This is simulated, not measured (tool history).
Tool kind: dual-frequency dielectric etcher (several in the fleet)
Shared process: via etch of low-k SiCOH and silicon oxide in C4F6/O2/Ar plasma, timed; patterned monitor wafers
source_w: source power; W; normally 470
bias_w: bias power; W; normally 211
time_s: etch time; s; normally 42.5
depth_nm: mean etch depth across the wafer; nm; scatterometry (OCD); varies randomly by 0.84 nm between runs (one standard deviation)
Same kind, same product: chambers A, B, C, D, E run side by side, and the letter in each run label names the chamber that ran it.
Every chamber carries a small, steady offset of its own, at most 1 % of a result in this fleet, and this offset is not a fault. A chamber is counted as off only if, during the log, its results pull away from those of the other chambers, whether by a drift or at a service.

run,hour,source_w,bias_w,time_s,hours since the last wet clean,hours since the last source power generator calibration,hours since the last bias power generator calibration,"read-back reference wafer on the same gauge, depth_nm",depth_nm
1D,13.2,470,211,42.5,460.8,970.1,2190.0,145.17,123.270
2E,22.3,470,211,42.5,212.3,278.2,2682.7,144.76,124.550
3B,33.1,470,211,42.5,358.7,1089.7,342.0,145.07,123.020
4A,47.2,470,211,42.5,247.7,402.7,3187.1,145.04,124.900
5C,61.4,470,211,42.5,259.7,532.3,3208.4,145.15,125.110
# hour 70.3: chamber D: bias power generator calibrated
6A,76.1,470,211,42.5,276.6,431.6,3216.0,144.85,124.070
7D,86.2,470,169,42.5,533.8,1043.1,16.0,144.96,115.950
# hour 88.4: chamber E: bias power generator calibrated
8E,94.2,470,169,42.5,284.2,350.1,5.9,144.77,116.350
# hour 102.7: chamber B: wet clean of the chamber
9B,108.0,470,169,42.5,5.3,1164.6,416.9,144.87,115.350
# hour 116.8: chamber D: wet clean of the chamber
10C,120.6,470,169,42.5,318.9,591.5,3267.6,144.65,114.070
11C,134.6,470,169,42.5,332.9,605.5,3281.6,144.65,117.020
12A,141.4,470,211,42.5,341.9,496.9,3281.3,145.08,122.820
# hour 141.9: chamber C: wet clean of the chamber
13E,154.2,570,211,42.5,344.2,410.1,65.9,144.97,135.560
14B,160.6,570,211,42.5,57.9,1217.2,469.5,145.00,134.480
15D,173.4,570,211,42.5,56.6,1130.3,103.2,144.92,131.840
# hour 183.8: chamber E: wet clean of the chamber
16B,186.4,570,211,42.5,83.7,1243.0,495.3,144.95,133.770
17D,201.2,570,211,42.5,84.4,1158.1,131.0,145.04,133.660
18C,213.0,470,211,33.0,71.1,683.9,3360.0,145.03,92.850
19E,219.5,470,211,33.0,35.8,475.4,131.2,144.85,97.373
20A,227.4,470,211,33.0,427.9,582.9,3367.3,145.12,96.102
21B,237.8,470,211,33.0,135.1,1294.4,546.7,144.69,97.361
22D,252.5,470,211,33.0,135.7,1209.4,182.3,145.09,97.099
23E,259.4,470,211,42.5,75.7,515.3,171.1,145.19,126.570
24C,265.8,470,211,42.5,123.9,736.7,3412.8,144.72,118.360
25A,273.9,470,211,42.5,474.4,629.4,3413.8,145.10,124.280
26C,284.2,470,211,42.5,142.3,755.1,3431.2,144.80,119.320
27E,295.9,470,211,42.5,112.2,551.8,207.6,145.20,125.240
28D,310.2,390,183,42.5,193.4,1267.1,240.0,145.00,111.160
29A,321.6,390,183,42.5,522.1,677.1,3461.5,145.00,111.080
30B,330.8,390,183,42.5,228.1,1387.4,639.7,144.94,110.530

Is one chamber out of step, is the gauge drifting, or do the chambers differ by no more than their own small offsets? For an off chamber, give its letter and the likeliest cause.

After it was serviced, chamber C no longer matches the other chambers.
Most likely cause: etch rate under this chamber's usual, % = 3.85.

Below are 4 candidate recipes for chamber C's next run, each the usual settings with a change, their results shown as question marks. Which of them brings C's results back in line with what the other chambers give on the usual settings?
Allowed miss from the other chambers' usual-settings mean, per result, to count as in line: depth_nm 3.000 nm
31C-1,341.4,470,211,46.0,,,,,?
31C-2,341.4,460,208,39.5,,,,,?
31C-3,341.4,470,235,42.5,,,,,?
31C-4,341.4,470,210,41.0,,,,,?

On the usual settings, the other chambers give on average: depth_nm 124.410 nm
run,depth_nm
31C-1,129.760
31C-2,109.990
31C-3,124.240
31C-4,115.470
The answer is 31C-3, which returns the chamber to within the allowed miss of the others.

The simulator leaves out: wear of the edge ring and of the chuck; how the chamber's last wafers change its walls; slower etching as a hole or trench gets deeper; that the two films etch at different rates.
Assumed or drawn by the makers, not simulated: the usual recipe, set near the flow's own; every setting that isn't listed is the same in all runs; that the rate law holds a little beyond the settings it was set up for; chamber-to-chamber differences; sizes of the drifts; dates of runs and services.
